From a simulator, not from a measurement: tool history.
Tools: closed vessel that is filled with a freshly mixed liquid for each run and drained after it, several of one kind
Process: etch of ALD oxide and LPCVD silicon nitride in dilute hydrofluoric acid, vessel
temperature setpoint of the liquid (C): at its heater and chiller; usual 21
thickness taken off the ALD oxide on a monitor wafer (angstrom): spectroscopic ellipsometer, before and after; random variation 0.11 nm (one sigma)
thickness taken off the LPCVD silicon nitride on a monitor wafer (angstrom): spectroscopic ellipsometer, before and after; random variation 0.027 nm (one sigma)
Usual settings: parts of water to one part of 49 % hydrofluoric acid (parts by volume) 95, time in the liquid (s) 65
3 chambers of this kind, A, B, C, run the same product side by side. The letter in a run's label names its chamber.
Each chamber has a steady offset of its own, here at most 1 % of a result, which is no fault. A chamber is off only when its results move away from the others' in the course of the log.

| run | day | temperature setpoint of the liquid (C) | parts of water to one part of 49 % hydrofluoric acid (parts by volume) | time in the liquid (s) | read-back film thickness of the ALD oxide reference wafer, read on the same gauge (nm) | read-back film thickness of the LPCVD silicon nitride reference wafer, read on the same gauge (nm) | thickness taken off the ALD oxide on a monitor wafer (angstrom) | thickness taken off the LPCVD silicon nitride on a monitor wafer (angstrom) |
|---|---|---|---|---|---|---|---|---|
|  | 0.204 | chamber B: hydrofluoric acid flow meter replaced |
| 1C | 0.208 | 21 | 95 | 65 | 149.99 | 129.99 | 110.49 | 2.7276 |
| 2B | 0.433 | 21 | 95 | 65 | 150 | 130.02 | 110.01 | 2.5487 |
| 3A | 0.642 | 21 | 95 | 65 | 150 | 130.02 | 110.12 | 2.5884 |
| 4A | 0.783 | 21 | 95 | 65 | 150 | 130.02 | 109.98 | 2.6684 |
| 5B | 0.929 | 21 | 95 | 65 | 150 | 129.98 | 110.11 | 2.4687 |
| 6C | 1.046 | 21 | 95 | 65 | 149.98 | 129.98 | 109.72 | 2.5825 |
| 7B | 1.162 | 21 | 95 | 65 | 150 | 130.03 | 111.31 | 2.8532 |
| 8A | 1.288 | 21 | 95 | 65 | 150 | 130.03 | 111.35 | 2.9463 |
| 9C | 1.546 | 21 | 95 | 65 | 150 | 129.96 | 109.98 | 2.5126 |
| 10B | 1.783 | 21 | 95 | 65 | 149.99 | 130.01 | 111.78 | 2.7603 |
| 11A | 2.017 | 21 | 95 | 65 | 150 | 129.99 | 110.36 | 2.3793 |
| 12C | 2.158 | 21 | 95 | 65 | 150.01 | 130 | 109.48 | 2.1891 |
| 13C | 2.317 | 21 | 95 | 65 | 149.99 | 130.01 | 109.57 | 2.5896 |
| 14B | 2.512 | 21 | 95 | 50 | 150 | 130.01 | 84.212 | 2.2899 |
| 15A | 2.725 | 21 | 95 | 50 | 149.99 | 130 | 84.873 | 1.8278 |
| 16A | 2.854 | 21 | 95 | 50 | 149.99 | 130 | 83.553 | 2.0764 |
| 17C | 3.079 | 21 | 95 | 65 | 150.01 | 129.97 | 109.09 | 2.2895 |
| 18B | 3.204 | 21 | 95 | 65 | 150.01 | 130.01 | 111.9 | 2.6075 |
| 19A | 3.338 | 21 | 95 | 65 | 150.02 | 130 | 109.48 | 2.3884 |
| 20C | 3.517 | 23.5 | 95 | 85 | 150 | 130.01 | 158.75 | 3.9037 |
|  | 3.538 | chamber A: hydrofluoric acid flow meter replaced |
| 21B | 3.638 | 23.5 | 95 | 85 | 150 | 130 | 163.5 | 3.971 |
| 22B | 3.858 | 23.5 | 95 | 85 | 149.99 | 129.98 | 160.85 | 3.2596 |
| 23C | 4.017 | 21 | 95 | 65 | 150.02 | 130.01 | 109.34 | 2.4504 |
| 24A | 4.208 | 21 | 95 | 65 | 150 | 130.01 | 108.49 | 2.3852 |
| 25C | 4.446 | 21 | 95 | 65 | 150 | 129.99 | 110.08 | 2.5168 |
| 26A | 4.588 | 21 | 95 | 65 | 150.02 | 130 | 110.19 | 2.5927 |

Next, every chamber runs the same settings. What will each give?
| 27A | 4.775 | 21 | 95 | 65 |  |  | ? | ? |
| 27B | 4.775 | 21 | 95 | 65 |  |  | ? | ? |
| 27C | 4.775 | 21 | 95 | 65 |  |  | ? | ? |

| run | thickness taken off the ALD oxide on a monitor wafer (angstrom) | thickness taken off the LPCVD silicon nitride on a monitor wafer (angstrom) |
|---|---|---|
| 27A | 110.64 | 2.6938 |
| 27B | 112.54 | 2.5239 |
| 27C | 109.97 | 2.8704 |
